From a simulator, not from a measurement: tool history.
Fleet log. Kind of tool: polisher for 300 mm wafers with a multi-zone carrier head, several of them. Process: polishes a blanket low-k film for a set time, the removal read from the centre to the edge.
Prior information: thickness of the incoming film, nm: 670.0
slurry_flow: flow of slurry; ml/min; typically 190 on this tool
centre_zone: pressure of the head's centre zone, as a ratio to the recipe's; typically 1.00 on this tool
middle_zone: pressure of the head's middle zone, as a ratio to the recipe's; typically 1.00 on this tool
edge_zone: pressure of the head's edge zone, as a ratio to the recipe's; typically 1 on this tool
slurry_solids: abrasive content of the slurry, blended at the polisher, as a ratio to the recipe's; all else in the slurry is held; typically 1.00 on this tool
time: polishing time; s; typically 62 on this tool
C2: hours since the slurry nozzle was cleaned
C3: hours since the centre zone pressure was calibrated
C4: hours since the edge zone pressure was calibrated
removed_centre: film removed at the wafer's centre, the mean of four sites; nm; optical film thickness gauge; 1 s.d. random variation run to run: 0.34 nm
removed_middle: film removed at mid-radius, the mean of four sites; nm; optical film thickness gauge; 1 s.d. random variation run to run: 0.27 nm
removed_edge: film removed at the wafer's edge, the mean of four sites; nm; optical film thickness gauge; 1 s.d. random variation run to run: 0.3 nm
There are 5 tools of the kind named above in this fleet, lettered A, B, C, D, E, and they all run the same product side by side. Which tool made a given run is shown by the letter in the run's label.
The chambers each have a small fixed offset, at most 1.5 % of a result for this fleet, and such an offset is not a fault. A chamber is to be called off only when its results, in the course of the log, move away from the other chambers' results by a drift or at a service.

{"day": 0.05, "done": "chamber C: worn pad replaced by a new one"}
{"run": "1B", "day": 0.396, "slurry_flow": 190, "centre_zone": 1.0, "middle_zone": 1.0, "edge_zone": 1, "slurry_solids": 1.0, "time": 62, "wafers polished on this pad": 747, "C2": 124.4, "C3": 507.4, "C4": 1186.7, "removed_centre": 22.376, "removed_middle": 22.082, "removed_edge": 22.33}
{"day": 0.696, "done": "chamber D: slurry nozzle cleaned"}
{"run": "2C", "day": 0.883, "slurry_flow": 190, "centre_zone": 1.0, "middle_zone": 1.0, "edge_zone": 1, "slurry_solids": 1.0, "time": 62, "wafers polished on this pad": 172, "C2": 553.5, "C3": 704.5, "C4": 359.8, "removed_centre": 22.721, "removed_middle": 22.486, "removed_edge": 22.787}
{"run": "3A", "day": 1.204, "slurry_flow": 190, "centre_zone": 1.0, "middle_zone": 1.0, "edge_zone": 1, "slurry_solids": 1.0, "time": 62, "wafers polished on this pad": 802, "C2": 69.7, "C3": 189.1, "C4": 740.5, "removed_centre": 22.178, "removed_middle": 22.779, "removed_edge": 22.644}
{"day": 1.433, "done": "chamber E: worn pad replaced by a new one"}
{"run": "4D", "day": 1.525, "slurry_flow": 190, "centre_zone": 1.0, "middle_zone": 1.0, "edge_zone": 1, "slurry_solids": 1.0, "time": 62, "wafers polished on this pad": 672, "C2": 20.0, "C3": 724.1, "C4": 533.6, "removed_centre": 22.604, "removed_middle": 22.279, "removed_edge": 22.033}
{"day": 1.738, "done": "chamber B: edge zone pressure recalibrated"}
{"day": 1.892, "done": "chamber B: worn pad replaced by a new one"}
{"run": "5E", "day": 1.904, "slurry_flow": 190, "centre_zone": 1.0, "middle_zone": 1.0, "edge_zone": 1, "slurry_solids": 1.0, "time": 62, "wafers polished on this pad": 97, "C2": 357.3, "C3": 611.5, "C4": 337.5, "removed_centre": 22.609, "removed_middle": 22.652, "removed_edge": 22.781}
{"day": 1.954, "done": "chamber C: centre zone pressure recalibrated"}
{"run": "6B", "day": 2.308, "slurry_flow": 190, "centre_zone": 1.0, "middle_zone": 1.0, "edge_zone": 1, "slurry_solids": 1.0, "time": 62, "wafers polished on this pad": 86, "C2": 170.3, "C3": 553.3, "C4": 13.8, "removed_centre": 22.309, "removed_middle": 22.851, "removed_edge": 22.082}
{"run": "7C", "day": 2.712, "slurry_flow": 190, "centre_zone": 1.0, "middle_zone": 1.0, "edge_zone": 1, "slurry_solids": 1.0, "time": 62, "wafers polished on this pad": 550, "C2": 597.4, "C3": 18.3, "C4": 403.7, "removed_centre": 22.547, "removed_middle": 22.977, "removed_edge": 22.747}
{"day": 3.042, "done": "chamber D: worn pad replaced by a new one"}
{"run": "8A", "day": 3.171, "slurry_flow": 190, "centre_zone": 1.0, "middle_zone": 1.0, "edge_zone": 1, "slurry_solids": 1.0, "time": 62, "wafers polished on this pad": 1208, "C2": 116.9, "C3": 236.3, "C4": 787.7, "removed_centre": 22.694, "removed_middle": 22.514, "removed_edge": 22.551}
{"day": 3.217, "done": "chamber C: worn pad replaced by a new one"}
{"day": 3.25, "done": "chamber E: slurry nozzle cleaned"}
{"run": "9E", "day": 3.45, "slurry_flow": 190, "centre_zone": 1.0, "middle_zone": 1.0, "edge_zone": 1, "slurry_solids": 1.0, "time": 62, "wafers polished on this pad": 416, "C2": 4.9, "C3": 648.6, "C4": 374.6, "removed_centre": 22.667, "removed_middle": 22.911, "removed_edge": 22.838}
{"run": "10D", "day": 3.925, "slurry_flow": 190, "centre_zone": 1.0, "middle_zone": 1.0, "edge_zone": 1, "slurry_solids": 1.0, "time": 62, "wafers polished on this pad": 182, "C2": 77.6, "C3": 781.7, "C4": 591.2, "removed_centre": 22.16, "removed_middle": 23.174, "removed_edge": 22.752}
{"run": "11D", "day": 4.238, "slurry_flow": 190, "centre_zone": 1.0, "middle_zone": 1.0, "edge_zone": 1, "slurry_solids": 1.0, "time": 62, "wafers polished on this pad": 247, "C2": 85.1, "C3": 789.2, "C4": 598.7, "removed_centre": 23.032, "removed_middle": 22.81, "removed_edge": 22.634}
{"run": "12C", "day": 4.596, "slurry_flow": 190, "centre_zone": 1.0, "middle_zone": 1.0, "edge_zone": 1, "slurry_solids": 1.0, "time": 62, "wafers polished on this pad": 284, "C2": 642.6, "C3": 63.5, "C4": 448.9, "removed_centre": 22.253, "removed_middle": 22.803, "removed_edge": 21.826}
{"run": "13E", "day": 4.888, "slurry_flow": 190, "centre_zone": 1.0, "middle_zone": 1.0, "edge_zone": 1, "slurry_solids": 1.0, "time": 62, "wafers polished on this pad": 712, "C2": 39.4, "C3": 683.1, "C4": 409.1, "removed_centre": 22.289, "removed_middle": 22.099, "removed_edge": 22.165}
{"run": "14A", "day": 5.233, "slurry_flow": 190, "centre_zone": 1.0, "middle_zone": 0.95, "edge_zone": 1, "slurry_solids": 1.0, "time": 41, "wafers polished on this pad": 1634, "C2": 166.4, "C3": 285.8, "C4": 837.2, "removed_centre": 14.933, "removed_middle": 14.122, "removed_edge": 14.882}
{"run": "15B", "day": 5.779, "slurry_flow": 190, "centre_zone": 1.0, "middle_zone": 0.95, "edge_zone": 1, "slurry_solids": 1.0, "time": 41, "wafers polished on this pad": 803, "C2": 253.6, "C3": 636.6, "C4": 97.1, "removed_centre": 15.06, "removed_middle": 14.025, "removed_edge": 14.978}
{"day": 5.783, "done": "chamber A: edge zone pressure recalibrated"}
{"day": 5.825, "done": "chamber C: worn pad replaced by a new one"}
{"run": "16A", "day": 6.138, "slurry_flow": 190, "centre_zone": 1.0, "middle_zone": 0.95, "edge_zone": 1, "slurry_solids": 1.0, "time": 41, "wafers polished on this pad": 1820, "C2": 188.1, "C3": 307.5, "C4": 8.6, "removed_centre": 14.093, "removed_middle": 14.139, "removed_edge": 14.813}
{"day": 6.279, "done": "chamber B: worn pad replaced by a new one"}
{"run": "17E", "day": 6.421, "slurry_flow": 190, "centre_zone": 1.0, "middle_zone": 0.95, "edge_zone": 1, "slurry_solids": 1.0, "time": 41, "wafers polished on this pad": 1029, "C2": 76.2, "C3": 719.9, "C4": 445.9, "removed_centre": 14.722, "removed_middle": 14.299, "removed_edge": 14.759}
{"day": 6.85, "done": "chamber D: worn pad replaced by a new one"}
{"run": "18D", "day": 6.921, "slurry_flow": 190, "centre_zone": 1.0, "middle_zone": 0.95, "edge_zone": 1, "slurry_solids": 1.0, "time": 41, "wafers polished on this pad": 15, "C2": 149.5, "C3": 853.6, "C4": 663.1, "removed_centre": 15.422, "removed_middle": 14.309, "removed_edge": 14.992}
{"day": 7.1, "done": "chamber E: worn pad replaced by a new one"}
{"run": "19B", "day": 7.492, "slurry_flow": 190, "centre_zone": 1.0, "middle_zone": 1.0, "edge_zone": 1, "slurry_solids": 1.0, "time": 62, "wafers polished on this pad": 250, "C2": 294.7, "C3": 677.7, "C4": 138.2, "removed_centre": 22.553, "removed_middle": 22.56, "removed_edge": 22.551}
{"day": 7.892, "done": "chamber A: centre zone pressure recalibrated"}
{"run": "20C", "day": 7.921, "slurry_flow": 190, "centre_zone": 1.0, "middle_zone": 1.0, "edge_zone": 1, "slurry_solids": 1.0, "time": 62, "wafers polished on this pad": 432, "C2": 722.4, "C3": 143.3, "C4": 528.7, "removed_centre": 22.051, "removed_middle": 22.847, "removed_edge": 22.682}
{"day": 7.938, "done": "chamber C: edge zone pressure recalibrated"}
{"run": "21D", "day": 8.342, "slurry_flow": 190, "centre_zone": 1.0, "middle_zone": 1.0, "edge_zone": 1, "slurry_solids": 1.0, "time": 62, "wafers polished on this pad": 308, "C2": 183.6, "C3": 887.7, "C4": 697.2, "removed_centre": 22.123, "removed_middle": 22.931, "removed_edge": 22.376}
{"day": 8.375, "done": "chamber C: worn pad replaced by a new one"}
{"day": 8.638, "done": "chamber B: slurry nozzle cleaned"}
{"run": "22E", "day": 8.671, "slurry_flow": 190, "centre_zone": 0.93, "middle_zone": 1.0, "edge_zone": 1, "slurry_solids": 1.0, "time": 62, "wafers polished on this pad": 324, "C2": 130.2, "C3": 773.9, "C4": 499.9, "removed_centre": 20.796, "removed_middle": 22.172, "removed_edge": 21.999}
{"run": "23B", "day": 8.983, "slurry_flow": 190, "centre_zone": 0.93, "middle_zone": 1.0, "edge_zone": 1, "slurry_solids": 1.0, "time": 62, "wafers polished on this pad": 558, "C2": 8.4, "C3": 713.5, "C4": 174.0, "removed_centre": 20.763, "removed_middle": 22.524, "removed_edge": 22.357}
{"run": "24A", "day": 9.258, "slurry_flow": 190, "centre_zone": 0.93, "middle_zone": 1.0, "edge_zone": 1, "slurry_solids": 1.0, "time": 62, "wafers polished on this pad": 2464, "C2": 263.0, "C3": 32.9, "C4": 83.5, "removed_centre": 19.058, "removed_middle": 21.343, "removed_edge": 21.436}
{"day": 9.617, "done": "chamber E: edge zone pressure recalibrated"}
{"run": "25C", "day": 9.842, "slurry_flow": 190, "centre_zone": 0.93, "middle_zone": 1.0, "edge_zone": 1, "slurry_solids": 1.0, "time": 62, "wafers polished on this pad": 303, "C2": 768.5, "C3": 189.4, "C4": 45.8, "removed_centre": 20.124, "removed_middle": 22.728, "removed_edge": 22.316}
{"run": "26A", "day": 10.108, "slurry_flow": 190, "centre_zone": 0.93, "middle_zone": 1.0, "edge_zone": 1, "slurry_solids": 1.0, "time": 62, "wafers polished on this pad": 2640, "C2": 283.4, "C3": 53.3, "C4": 103.9, "removed_centre": 19.013, "removed_middle": 20.795, "removed_edge": 21.058}
{"day": 10.383, "done": "chamber C: slurry nozzle cleaned"}
{"run": "27D", "day": 10.546, "slurry_flow": 190, "centre_zone": 1.0, "middle_zone": 1.0, "edge_zone": 1, "slurry_solids": 1.0, "time": 62, "wafers polished on this pad": 763, "C2": 236.5, "C3": 940.6, "C4": 750.1, "removed_centre": 22.656, "removed_middle": 23.248, "removed_edge": 22.86}
{"day": 10.55, "done": "chamber B: worn pad replaced by a new one"}
{"run": "28C", "day": 10.917, "slurry_flow": 190, "centre_zone": 1.0, "middle_zone": 1.0, "edge_zone": 1, "slurry_solids": 1.0, "time": 62, "wafers polished on this pad": 525, "C2": 12.9, "C3": 215.2, "C4": 71.6, "removed_centre": 23.465, "removed_middle": 22.945, "removed_edge": 22.696}
{"day": 11.092, "done": "chamber D: worn pad replaced by a new one"}
{"run": "29E", "day": 11.171, "slurry_flow": 190, "centre_zone": 1.0, "middle_zone": 1.0, "edge_zone": 1, "slurry_solids": 1.0, "time": 62, "wafers polished on this pad": 840, "C2": 190.2, "C3": 833.9, "C4": 37.4, "removed_centre": 22.71, "removed_middle": 22.602, "removed_edge": 23.211}
{"day": 11.233, "done": "chamber C: worn pad replaced by a new one"}
{"run": "30B", "day": 11.429, "slurry_flow": 190, "centre_zone": 1.0, "middle_zone": 1.0, "edge_zone": 1, "slurry_solids": 1.0, "time": 62, "wafers polished on this pad": 182, "C2": 67.1, "C3": 772.2, "C4": 232.7, "removed_centre": 22.445, "removed_middle": 22.321, "removed_edge": 22.006}
{"run": "31D", "day": 11.983, "slurry_flow": 190, "centre_zone": 1.0, "middle_zone": 1.0, "edge_zone": 1, "slurry_solids": 1.0, "time": 62, "wafers polished on this pad": 184, "C2": 271.0, "C3": 975.1, "C4": 784.6, "removed_centre": 22.9, "removed_middle": 22.839, "removed_edge": 22.635}
{"run": "32B", "day": 12.333, "slurry_flow": 190, "centre_zone": 1.0, "middle_zone": 1.0, "edge_zone": 1, "slurry_solids": 0.85, "time": 62, "wafers polished on this pad": 368, "C2": 88.8, "C3": 793.9, "C4": 254.4, "removed_centre": 20.473, "removed_middle": 20.688, "removed_edge": 20.375}
{"day": 12.675, "done": "chamber E: worn pad replaced by a new one"}
{"run": "33A", "day": 12.733, "slurry_flow": 190, "centre_zone": 1.0, "middle_zone": 1.0, "edge_zone": 1, "slurry_solids": 0.85, "time": 62, "wafers polished on this pad": 3182, "C2": 346.4, "C3": 116.3, "C4": 166.9, "removed_centre": 19.048, "removed_middle": 18.494, "removed_edge": 18.849}
{"day": 12.908, "done": "chamber B: centre zone pressure recalibrated"}
{"run": "34E", "day": 13.075, "slurry_flow": 190, "centre_zone": 1.0, "middle_zone": 1.0, "edge_zone": 1, "slurry_solids": 0.85, "time": 62, "wafers polished on this pad": 83, "C2": 235.9, "C3": 879.6, "C4": 83.1, "removed_centre": 20.611, "removed_middle": 20.809, "removed_edge": 20.876}
{"run": "35C", "day": 13.35, "slurry_flow": 190, "centre_zone": 1.0, "middle_zone": 1.0, "edge_zone": 1, "slurry_solids": 0.85, "time": 62, "wafers polished on this pad": 437, "C2": 71.3, "C3": 273.6, "C4": 130.0, "removed_centre": 20.716, "removed_middle": 20.715, "removed_edge": 20.504}
{"run": "36D", "day": 13.612, "slurry_flow": 190, "centre_zone": 1.0, "middle_zone": 1.0, "edge_zone": 1, "slurry_solids": 0.85, "time": 62, "wafers polished on this pad": 520, "C2": 310.1, "C3": 1014.2, "C4": 823.7, "removed_centre": 21.009, "removed_middle": 20.97, "removed_edge": 20.647}
{"run": "37E", "day": 13.938, "slurry_flow": 190, "centre_zone": 1.0, "middle_zone": 1.0, "edge_zone": 1, "slurry_solids": 1.0, "time": 62, "wafers polished on this pad": 261, "C2": 256.6, "C3": 900.3, "C4": 103.8, "removed_centre": 22.748, "removed_middle": 22.748, "removed_edge": 22.381}
{"run": "38B", "day": 14.308, "slurry_flow": 190, "centre_zone": 1.0, "middle_zone": 1.0, "edge_zone": 1, "slurry_solids": 1.0, "time": 62, "wafers polished on this pad": 776, "C2": 136.2, "C3": 33.6, "C4": 301.8, "removed_centre": 22.763, "removed_middle": 22.031, "removed_edge": 21.842}

Is one chamber out of step, is the gauge drifting, or do the chambers differ by no more than their own small offsets? For an off chamber, give its letter and the likeliest cause.

Chamber A drifts away from the others.
Cause: removal rate lost through wear of the pad, % = 13.6.

Here are 4 candidates for chamber A's next run, each the usual settings with a change, their results left as question marks. Which one brings its results back in line with what the others give on the usual settings?
Counts as in line when no further than this from what the other chambers average on the usual settings: removed_centre 1.200 nm; removed_middle 0.950 nm; removed_edge 1.100 nm
{"run": "39A-1", "day": 14.725, "slurry_flow": 195, "centre_zone": 1.01, "middle_zone": 1.01, "edge_zone": 1.0, "slurry_solids": 1.05, "time": 69, "removed_centre": "?", "removed_middle": "?", "removed_edge": "?"}
{"run": "39A-2", "day": 14.725, "slurry_flow": 200, "centre_zone": 1.02, "middle_zone": 1.01, "edge_zone": 1.0, "slurry_solids": 1.1, "time": 79, "removed_centre": "?", "removed_middle": "?", "removed_edge": "?"}
{"run": "39A-3", "day": 14.725, "slurry_flow": 180, "centre_zone": 0.98, "middle_zone": 0.99, "edge_zone": 1.01, "slurry_solids": 0.95, "time": 48, "removed_centre": "?", "removed_middle": "?", "removed_edge": "?"}
{"run": "39A-4", "day": 14.725, "slurry_flow": 185, "centre_zone": 0.99, "middle_zone": 0.99, "edge_zone": 1.0, "slurry_solids": 0.95, "time": 55, "removed_centre": "?", "removed_middle": "?", "removed_edge": "?"}

The other chambers' mean on the usual settings: removed_centre 22.467 nm; removed_middle 22.542 nm; removed_edge 22.433 nm
run=39A-1 removed_centre=22.059 removed_middle=22.327 removed_edge=22.293
run=39A-2 removed_centre=26.167 removed_middle=26.187 removed_edge=26.124
run=39A-3 removed_centre=13.981 removed_middle=14.387 removed_edge=14.758
run=39A-4 removed_centre=16.280 removed_middle=16.557 removed_edge=16.878
39A-1 puts the chamber back in line with the other chambers.
